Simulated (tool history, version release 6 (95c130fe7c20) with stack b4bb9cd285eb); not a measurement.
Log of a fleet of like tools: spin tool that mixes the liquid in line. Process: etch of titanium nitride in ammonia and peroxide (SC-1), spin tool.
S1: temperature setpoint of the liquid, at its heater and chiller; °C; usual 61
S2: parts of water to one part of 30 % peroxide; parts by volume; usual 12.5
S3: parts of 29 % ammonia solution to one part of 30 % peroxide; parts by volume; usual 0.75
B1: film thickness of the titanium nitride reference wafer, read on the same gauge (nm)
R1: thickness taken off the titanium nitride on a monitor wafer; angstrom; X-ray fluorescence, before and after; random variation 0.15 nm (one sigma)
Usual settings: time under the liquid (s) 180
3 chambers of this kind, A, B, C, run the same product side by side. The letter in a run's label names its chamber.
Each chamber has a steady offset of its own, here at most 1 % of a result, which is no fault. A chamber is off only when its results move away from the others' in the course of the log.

Run 1B, day 0.262: usual settings; B1 149.96. Result: R1 241.56 angstrom.
Run 2A, day 0.4: usual settings; B1 149.99. Result: R1 242.54 angstrom.
Run 3C, day 0.529: usual settings; B1 149.98. Result: R1 244.92 angstrom.
Run 4B, day 0.671: usual settings; B1 150. Result: R1 239.37 angstrom.
Run 5A, day 0.933: usual settings; B1 149.98. Result: R1 239.64 angstrom.
Run 6C, day 1.079: usual settings but time under the liquid (s) 265; B1 149.98. Result: R1 355.46 angstrom.
Run 7A, day 1.242: usual settings but time under the liquid (s) 265; B1 150. Result: R1 354.59 angstrom.
Run 8C, day 1.496: usual settings but time under the liquid (s) 265; B1 149.99. Result: R1 358.36 angstrom.
Run 9B, day 1.654: usual settings; B1 149.99. Result: R1 241 angstrom.
Run 10A, day 1.862: usual settings but S2 18 parts by volume, time under the liquid (s) 95; B1 150.03. Result: R1 103.87 angstrom.
Run 11C, day 1.996: usual settings but S2 18 parts by volume, time under the liquid (s) 95; B1 150.03. Result: R1 105.72 angstrom.
Run 12B, day 2.242: usual settings but S2 18 parts by volume, time under the liquid (s) 95; B1 149.99. Result: R1 103.54 angstrom.
Run 13B, day 2.488: usual settings; B1 149.99. Result: R1 239.44 angstrom.
Run 14A, day 2.758: usual settings but time under the liquid (s) 75; B1 150.05. Result: R1 100.18 angstrom.
Run 15C, day 3.004: usual settings but time under the liquid (s) 75; B1 150.03. Result: R1 100.35 angstrom.
Run 16B, day 3.125: usual settings but time under the liquid (s) 75; B1 150.04. Result: R1 99.3 angstrom.
Run 17C, day 3.367: usual settings; B1 150.02. Result: R1 244.79 angstrom.
Run 18A, day 3.508: usual settings; B1 150.01. Result: R1 241.59 angstrom.
Run 19A, day 3.683: usual settings; B1 149.98. Result: R1 242.84 angstrom.
Run 20C, day 3.817: usual settings; B1 150.02. Result: R1 244.04 angstrom.
Run 21B, day 4.058: usual settings; B1 150.01. Result: R1 239.24 angstrom.
Run 22B, day 4.238: usual settings; B1 149.98. Result: R1 238.73 angstrom.
Run 23A, day 4.408: usual settings; B1 150.01. Result: R1 242.9 angstrom.
Run 24C, day 4.608: usual settings; B1 150.01. Result: R1 243.91 angstrom.
Run 25B, day 4.758: usual settings; B1 150.03. Result: R1 241.44 angstrom.
Run 26C, day 4.95: usual settings; B1 149.97. Result: R1 243 angstrom.
Run 27A, day 5.158: usual settings; B1 149.97. Result: R1 238.28 angstrom.
At day 5.333: chamber C: new drum of ammonia solution connected.
Run 28C, day 5.425: usual settings but S3 0.45 parts by volume, time under the liquid (s) 265; B1 150.01. Result: R1 327.22 angstrom.

Is one chamber off against the others, does the gauge drift, or is nothing wrong? If a chamber is off, say which, and what the likeliest cause is.

No chamber stands off beyond its own small offset, and the gauge holds steady.

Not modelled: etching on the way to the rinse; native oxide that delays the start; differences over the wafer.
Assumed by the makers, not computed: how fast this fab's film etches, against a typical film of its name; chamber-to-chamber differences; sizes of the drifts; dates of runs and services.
